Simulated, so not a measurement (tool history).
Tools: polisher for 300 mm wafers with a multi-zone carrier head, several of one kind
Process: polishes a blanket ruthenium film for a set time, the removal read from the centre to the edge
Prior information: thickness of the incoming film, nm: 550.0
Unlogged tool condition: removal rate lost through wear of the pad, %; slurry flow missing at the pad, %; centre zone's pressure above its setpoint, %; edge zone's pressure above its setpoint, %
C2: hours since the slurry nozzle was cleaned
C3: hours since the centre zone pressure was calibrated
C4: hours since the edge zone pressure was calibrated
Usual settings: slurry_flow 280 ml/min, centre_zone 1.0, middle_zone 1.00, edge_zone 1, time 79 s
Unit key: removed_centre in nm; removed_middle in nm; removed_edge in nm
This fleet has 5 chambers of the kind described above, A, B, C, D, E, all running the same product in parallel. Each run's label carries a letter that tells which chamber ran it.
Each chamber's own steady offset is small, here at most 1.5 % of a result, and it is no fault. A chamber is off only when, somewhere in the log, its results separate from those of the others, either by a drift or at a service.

run 1C hour=3.5 | slurry_flow=280 centre_zone=1.0 middle_zone=1.00 edge_zone=1 time=79 | wafers_polished_on_this_pad=883 C2=607.8 C3=529.0 C4=599.7 | removed_centre=132.53 removed_middle=130.88 removed_edge=131.77
run 2B hour=8.0 | slurry_flow=280 centre_zone=1.0 middle_zone=1.00 edge_zone=1 time=79 | wafers_polished_on_this_pad=437 C2=544.3 C3=636.9 C4=782.5 | removed_centre=135.60 removed_middle=133.84 removed_edge=133.39
-- hour=11.1 chamber B: worn pad replaced by a new one
run 3A hour=11.9 | slurry_flow=280 centre_zone=1.0 middle_zone=1.00 edge_zone=1 time=79 | wafers_polished_on_this_pad=541 C2=76.4 C3=281.7 C4=409.2 | removed_centre=134.29 removed_middle=133.05 removed_edge=133.30
run 4E hour=14.9 | slurry_flow=280 centre_zone=1.0 middle_zone=1.00 edge_zone=1 time=79 | wafers_polished_on_this_pad=1091 C2=324.6 C3=340.4 C4=858.2 | removed_centre=132.14 removed_middle=134.06 removed_edge=132.24
-- hour=17.6 chamber C: worn pad replaced by a new one
run 5D hour=18.0 | slurry_flow=280 centre_zone=1.0 middle_zone=1.00 edge_zone=1 time=79 | wafers_polished_on_this_pad=880 C2=99.0 C3=73.9 C4=592.2 | removed_centre=134.88 removed_middle=131.52 removed_edge=133.23
run 6E hour=22.1 | slurry_flow=280 centre_zone=1.0 middle_zone=1.00 edge_zone=1 time=79 | wafers_polished_on_this_pad=1168 C2=331.8 C3=347.6 C4=865.4 | removed_centre=132.93 removed_middle=132.16 removed_edge=133.98
run 7B hour=25.1 | slurry_flow=280 centre_zone=1.0 middle_zone=1.00 edge_zone=1 time=79 | wafers_polished_on_this_pad=149 C2=561.4 C3=654.0 C4=799.6 | removed_centre=135.55 removed_middle=132.41 removed_edge=130.94
-- hour=25.7 chamber D: worn pad replaced by a new one
run 8C hour=27.8 | slurry_flow=280 centre_zone=1.0 middle_zone=1.00 edge_zone=1 time=79 | wafers_polished_on_this_pad=108 C2=632.1 C3=553.3 C4=624.0 | removed_centre=133.50 removed_middle=129.96 removed_edge=135.20
-- hour=29.9 chamber D: edge zone pressure recalibrated
run 9A hour=31.7 | slurry_flow=280 centre_zone=0.9 middle_zone=1.00 edge_zone=1 time=102 | wafers_polished_on_this_pad=752 C2=96.2 C3=301.5 C4=429.0 | removed_centre=152.84 removed_middle=170.57 removed_edge=169.79
-- hour=31.8 chamber A: worn pad replaced by a new one
run 10D hour=36.7 | slurry_flow=280 centre_zone=0.9 middle_zone=1.00 edge_zone=1 time=102 | wafers_polished_on_this_pad=118 C2=117.7 C3=92.6 C4=6.8 | removed_centre=150.98 removed_middle=166.60 removed_edge=174.83
-- hour=41.3 chamber C: slurry nozzle cleaned
run 11C hour=41.7 | slurry_flow=280 centre_zone=0.9 middle_zone=1.00 edge_zone=1 time=102 | wafers_polished_on_this_pad=256 C2=0.4 C3=567.2 C4=637.9 | removed_centre=153.38 removed_middle=170.86 removed_edge=173.50
-- hour=42.6 chamber A: edge zone pressure recalibrated
run 12A hour=46.0 | slurry_flow=280 centre_zone=0.9 middle_zone=1.00 edge_zone=1 time=102 | wafers_polished_on_this_pad=152 C2=110.5 C3=315.8 C4=3.5 | removed_centre=152.97 removed_middle=168.71 removed_edge=172.43
-- hour=48.5 chamber B: centre zone pressure recalibrated
run 13B hour=49.3 | slurry_flow=280 centre_zone=0.9 middle_zone=1.00 edge_zone=1 time=102 | wafers_polished_on_this_pad=407 C2=585.6 C3=0.8 C4=823.8 | removed_centre=153.13 removed_middle=171.15 removed_edge=172.64
run 14D hour=52.7 | slurry_flow=280 centre_zone=1.0 middle_zone=1.00 edge_zone=1 time=79 | wafers_polished_on_this_pad=288 C2=133.7 C3=108.6 C4=22.8 | removed_centre=133.68 removed_middle=133.40 removed_edge=133.47
run 15E hour=55.9 | slurry_flow=280 centre_zone=1.0 middle_zone=1.00 edge_zone=1 time=79 | wafers_polished_on_this_pad=1528 C2=365.6 C3=381.4 C4=899.2 | removed_centre=132.22 removed_middle=128.63 removed_edge=131.13
-- hour=56.5 chamber B: worn pad replaced by a new one
run 16E hour=59.7 | slurry_flow=280 centre_zone=1.0 middle_zone=1.00 edge_zone=1 time=79 | wafers_polished_on_this_pad=1569 C2=369.4 C3=385.2 C4=903.0 | removed_centre=130.63 removed_middle=130.69 removed_edge=129.69
-- hour=59.9 chamber E: edge zone pressure recalibrated
run 17B hour=65.0 | slurry_flow=280 centre_zone=1.0 middle_zone=1.00 edge_zone=1 time=79 | wafers_polished_on_this_pad=91 C2=601.3 C3=16.5 C4=839.5 | removed_centre=134.74 removed_middle=132.71 removed_edge=133.40
run 18C hour=67.5 | slurry_flow=355 centre_zone=1.0 middle_zone=1.00 edge_zone=1 time=100 | wafers_polished_on_this_pad=532 C2=26.2 C3=593.0 C4=663.7 | removed_centre=175.30 removed_middle=169.63 removed_edge=171.62
run 19A hour=71.9 | slurry_flow=355 centre_zone=1.0 middle_zone=1.00 edge_zone=1 time=100 | wafers_polished_on_this_pad=428 C2=136.4 C3=341.7 C4=29.4 | removed_centre=172.52 removed_middle=172.46 removed_edge=170.18
run 20D hour=77.0 | slurry_flow=355 centre_zone=1.0 middle_zone=1.00 edge_zone=1 time=100 | wafers_polished_on_this_pad=547 C2=158.0 C3=132.9 C4=47.1 | removed_centre=173.29 removed_middle=170.41 removed_edge=174.04
run 21B hour=81.7 | slurry_flow=355 centre_zone=1.0 middle_zone=1.00 edge_zone=1 time=100 | wafers_polished_on_this_pad=269 C2=618.0 C3=33.2 C4=856.2 | removed_centre=173.28 removed_middle=169.64 removed_edge=170.82
run 22E hour=84.7 | slurry_flow=355 centre_zone=1.0 middle_zone=1.00 edge_zone=1 time=100 | wafers_polished_on_this_pad=1835 C2=394.4 C3=410.2 C4=24.9 | removed_centre=166.01 removed_middle=166.99 removed_edge=166.38
run 23A hour=90.2 | slurry_flow=280 centre_zone=1.0 middle_zone=1.00 edge_zone=1 time=79 | wafers_polished_on_this_pad=623 C2=154.7 C3=360.0 C4=47.7 | removed_centre=132.63 removed_middle=134.02 removed_edge=131.47
run 24D hour=94.5 | slurry_flow=280 centre_zone=1.0 middle_zone=1.00 edge_zone=1 time=79 | wafers_polished_on_this_pad=734 C2=175.5 C3=150.4 C4=64.6 | removed_centre=135.27 removed_middle=130.27 removed_edge=133.18
-- hour=96.9 chamber D: worn pad replaced by a new one
-- hour=98.0 chamber A: worn pad replaced by a new one
run 25C hour=99.1 | slurry_flow=280 centre_zone=1.1 middle_zone=1.08 edge_zone=1 time=79 | wafers_polished_on_this_pad=868 C2=57.8 C3=624.6 C4=695.3 | removed_centre=147.91 removed_middle=143.53 removed_edge=135.52
run 26A hour=104.3 | slurry_flow=280 centre_zone=1.1 middle_zone=1.08 edge_zone=1 time=79 | wafers_polished_on_this_pad=68 C2=168.8 C3=374.1 C4=61.8 | removed_centre=144.81 removed_middle=142.88 removed_edge=131.66
-- hour=106.3 chamber C: worn pad replaced by a new one
run 27C hour=109.0 | slurry_flow=280 centre_zone=1.1 middle_zone=1.08 edge_zone=1 time=79 | wafers_polished_on_this_pad=28 C2=67.7 C3=634.5 C4=705.2 | removed_centre=148.59 removed_middle=143.03 removed_edge=134.82
-- hour=109.6 chamber B: worn pad replaced by a new one
run 28B hour=111.6 | slurry_flow=280 centre_zone=1.1 middle_zone=1.08 edge_zone=1 time=79 | wafers_polished_on_this_pad=21 C2=647.9 C3=63.1 C4=886.1 | removed_centre=148.43 removed_middle=143.24 removed_edge=133.87
run 29D hour=115.9 | slurry_flow=280 centre_zone=1.1 middle_zone=1.08 edge_zone=1 time=79 | wafers_polished_on_this_pad=202 C2=196.9 C3=171.8 C4=86.0 | removed_centre=147.75 removed_middle=142.39 removed_edge=131.82
run 30E hour=118.6 | slurry_flow=280 centre_zone=1.0 middle_zone=1.00 edge_zone=1 time=79 | wafers_polished_on_this_pad=2197 C2=428.3 C3=444.1 C4=58.8 | removed_centre=128.33 removed_middle=125.96 removed_edge=125.89
run 31E hour=123.7 | slurry_flow=310 centre_zone=1.0 middle_zone=1.00 edge_zone=1 time=79 | wafers_polished_on_this_pad=2251 C2=433.4 C3=449.2 C4=63.9 | removed_centre=129.29 removed_middle=129.80 removed_edge=126.13
run 32A hour=127.1 | slurry_flow=310 centre_zone=1.0 middle_zone=1.00 edge_zone=1 time=79 | wafers_polished_on_this_pad=311 C2=191.6 C3=396.9 C4=84.6 | removed_centre=134.81 removed_middle=133.03 removed_edge=133.46
run 33B hour=132.4 | slurry_flow=310 centre_zone=1.0 middle_zone=1.00 edge_zone=1 time=79 | wafers_polished_on_this_pad=243 C2=668.7 C3=83.9 C4=906.9 | removed_centre=134.58 removed_middle=134.75 removed_edge=133.84
run 34D hour=135.0 | slurry_flow=310 centre_zone=1.0 middle_zone=1.00 edge_zone=1 time=79 | wafers_polished_on_this_pad=406 C2=216.0 C3=190.9 C4=105.1 | removed_centre=134.24 removed_middle=131.81 removed_edge=133.99
run 35C hour=140.5 | slurry_flow=310 centre_zone=1.0 middle_zone=1.00 edge_zone=1 time=79 | wafers_polished_on_this_pad=364 C2=99.2 C3=666.0 C4=736.7 | removed_centre=133.84 removed_middle=132.12 removed_edge=135.28
run 36E hour=144.1 | slurry_flow=280 centre_zone=1.0 middle_zone=1.00 edge_zone=1 time=79 | wafers_polished_on_this_pad=2469 C2=453.8 C3=469.6 C4=84.3 | removed_centre=126.27 removed_middle=127.79 removed_edge=126.60
run 37B hour=149.0 | slurry_flow=280 centre_zone=1.0 middle_zone=1.00 edge_zone=1 time=79 | wafers_polished_on_this_pad=420 C2=685.3 C3=100.5 C4=923.5 | removed_centre=132.83 removed_middle=131.14 removed_edge=133.56
run 38A hour=154.1 | slurry_flow=280 centre_zone=1.0 middle_zone=1.00 edge_zone=1 time=79 | wafers_polished_on_this_pad=599 C2=218.6 C3=423.9 C4=111.6 | removed_centre=130.79 removed_middle=135.62 removed_edge=134.85
run 39C hour=159.3 | slurry_flow=280 centre_zone=1.0 middle_zone=1.00 edge_zone=1 time=79 | wafers_polished_on_this_pad=565 C2=118.0 C3=684.8 C4=755.5 | removed_centre=134.01 removed_middle=134.11 removed_edge=135.49
run 40D hour=162.1 | slurry_flow=280 centre_zone=1.0 middle_zone=1.00 edge_zone=1 time=79 | wafers_polished_on_this_pad=695 C2=243.1 C3=218.0 C4=132.2 | removed_centre=132.68 removed_middle=131.67 removed_edge=132.33
-- hour=163.1 chamber B: worn pad replaced by a new one
run 41B hour=167.3 | slurry_flow=280 centre_zone=1.0 middle_zone=1.00 edge_zone=1 time=79 | wafers_polished_on_this_pad=45 C2=703.6 C3=118.8 C4=941.8 | removed_centre=133.40 removed_middle=133.84 removed_edge=134.19
run 42E hour=172.0 | slurry_flow=280 centre_zone=1.0 middle_zone=1.00 edge_zone=1 time=79 | wafers_polished_on_this_pad=2766 C2=481.7 C3=497.5 C4=112.2 | removed_centre=122.04 removed_middle=124.45 removed_edge=123.83

Each of the 5 chambers runs these same settings next. Fill in every chamber's results:
run 43A hour=176.0 | slurry_flow=245 centre_zone=1.0 middle_zone=1.00 edge_zone=1 time=79 | removed_centre=? removed_middle=? removed_edge=?
run 43B hour=176.0 | slurry_flow=245 centre_zone=1.0 middle_zone=1.00 edge_zone=1 time=79 | removed_centre=? removed_middle=? removed_edge=?
run 43C hour=176.0 | slurry_flow=245 centre_zone=1.0 middle_zone=1.00 edge_zone=1 time=79 | removed_centre=? removed_middle=? removed_edge=?
run 43D hour=176.0 | slurry_flow=245 centre_zone=1.0 middle_zone=1.00 edge_zone=1 time=79 | removed_centre=? removed_middle=? removed_edge=?
run 43E hour=176.0 | slurry_flow=245 centre_zone=1.0 middle_zone=1.00 edge_zone=1 time=79 | removed_centre=? removed_middle=? removed_edge=?

run=43A removed_centre=131.15 removed_middle=131.96 removed_edge=131.99
run=43B removed_centre=130.86 removed_middle=132.16 removed_edge=131.31
run=43C removed_centre=131.49 removed_middle=131.41 removed_edge=132.80
run=43D removed_centre=131.97 removed_middle=130.19 removed_edge=132.03
run=43E removed_centre=122.22 removed_middle=120.70 removed_edge=120.76
